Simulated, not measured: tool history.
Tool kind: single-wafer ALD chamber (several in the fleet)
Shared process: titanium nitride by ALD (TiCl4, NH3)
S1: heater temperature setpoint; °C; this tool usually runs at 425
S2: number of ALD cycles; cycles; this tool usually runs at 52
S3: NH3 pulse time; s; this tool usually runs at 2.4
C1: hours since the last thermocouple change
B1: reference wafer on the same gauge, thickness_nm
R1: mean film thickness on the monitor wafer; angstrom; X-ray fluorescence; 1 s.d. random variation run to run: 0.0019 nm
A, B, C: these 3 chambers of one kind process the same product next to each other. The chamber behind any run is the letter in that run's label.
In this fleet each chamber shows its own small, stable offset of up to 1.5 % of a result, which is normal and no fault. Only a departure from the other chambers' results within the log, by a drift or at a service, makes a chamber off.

run   hour   S1  S2    S3      C1      B1      R1
 1B    5.3  425  52   2.4  2807.6  1.1297  11.507
 2C   10.7  425  52   2.4  2692.9  1.1302  11.754
 3A   22.4  425  52   2.4  1920.9  1.1303  11.693
 4A   34.1  425  52   2.4  1932.6  1.1305  11.711
 5C   43.3  425  60  1.78  2725.5  1.1309   13.47
 6B     53  425  60  1.78  2855.3  1.1315  13.201
 7A   62.1  425  60  1.78  1960.6  1.1318  13.423
 8C     72  425  52   2.4  2754.2  1.1322  11.794
 9B     78  425  52   2.4  2880.3  1.1329  11.522
10C   84.8  425  52   2.4    2767   1.132  11.816
11B   92.2  425  52   2.4  2894.5  1.1324  11.535
12A  101.9  425  52   2.4  2000.4  1.1329  11.718
13B  107.7  425  52  3.19    2910  1.1327   11.65
14A  119.5  425  52  3.19    2018  1.1336  11.782
15C  128.6  425  52  3.19  2810.8  1.1331   11.91
     132.4  -- chamber B: thermocouple changed; heater temperature recalibrated
16C  135.1  432  52   2.4  2817.3  1.1341    11.8
17A  144.6  432  52   2.4  2043.1  1.1339  11.766
18B  153.2  432  52   2.4    20.8   1.134   11.53
     157.5  -- chamber C: thermocouple changed; heater temperature recalibrated
19A  162.3  425  52   2.4  2060.8  1.1342  11.763
20C  171.1  425  52   2.4    13.6  1.1344  11.822
21B  178.9  425  57   2.4    46.5  1.1345  12.733
22A  189.4  425  57   2.4  2087.9   1.135  12.876
23C  199.6  425  57   2.4    42.1  1.1354   12.95
     203.8  -- chamber A: thermocouple changed; heater temperature recalibrated
24B  210.1  414  52  3.22    77.7  1.1358  11.669
25B  219.9  414  52  3.22    87.5  1.1359  11.645
26A    225  414  52  3.22    21.2   1.136  11.846
27C  234.3  425  52   1.7    76.8  1.1363  11.728
28B  242.8  425  52   1.7   110.4  1.1359  11.473
29C  248.3  425  52   1.7    90.8  1.1367   11.74
30A  254.3  425  52   2.4    50.5  1.1369  11.775
31A    262  425  52   2.4    58.2  1.1367  11.808
32B    268  425  44   2.4   135.6  1.1377  9.8208
33C  278.5  425  44   2.4     121  1.1372  10.054

Next, all 3 chambers run the settings below, one line each with question marks for the results. What does each chamber give?
34A   287  439  52  2.4           ?
34B   287  439  52  2.4           ?
34C   287  439  52  2.4           ?

run      R1
34A  11.759
34B  11.627
34C  11.855

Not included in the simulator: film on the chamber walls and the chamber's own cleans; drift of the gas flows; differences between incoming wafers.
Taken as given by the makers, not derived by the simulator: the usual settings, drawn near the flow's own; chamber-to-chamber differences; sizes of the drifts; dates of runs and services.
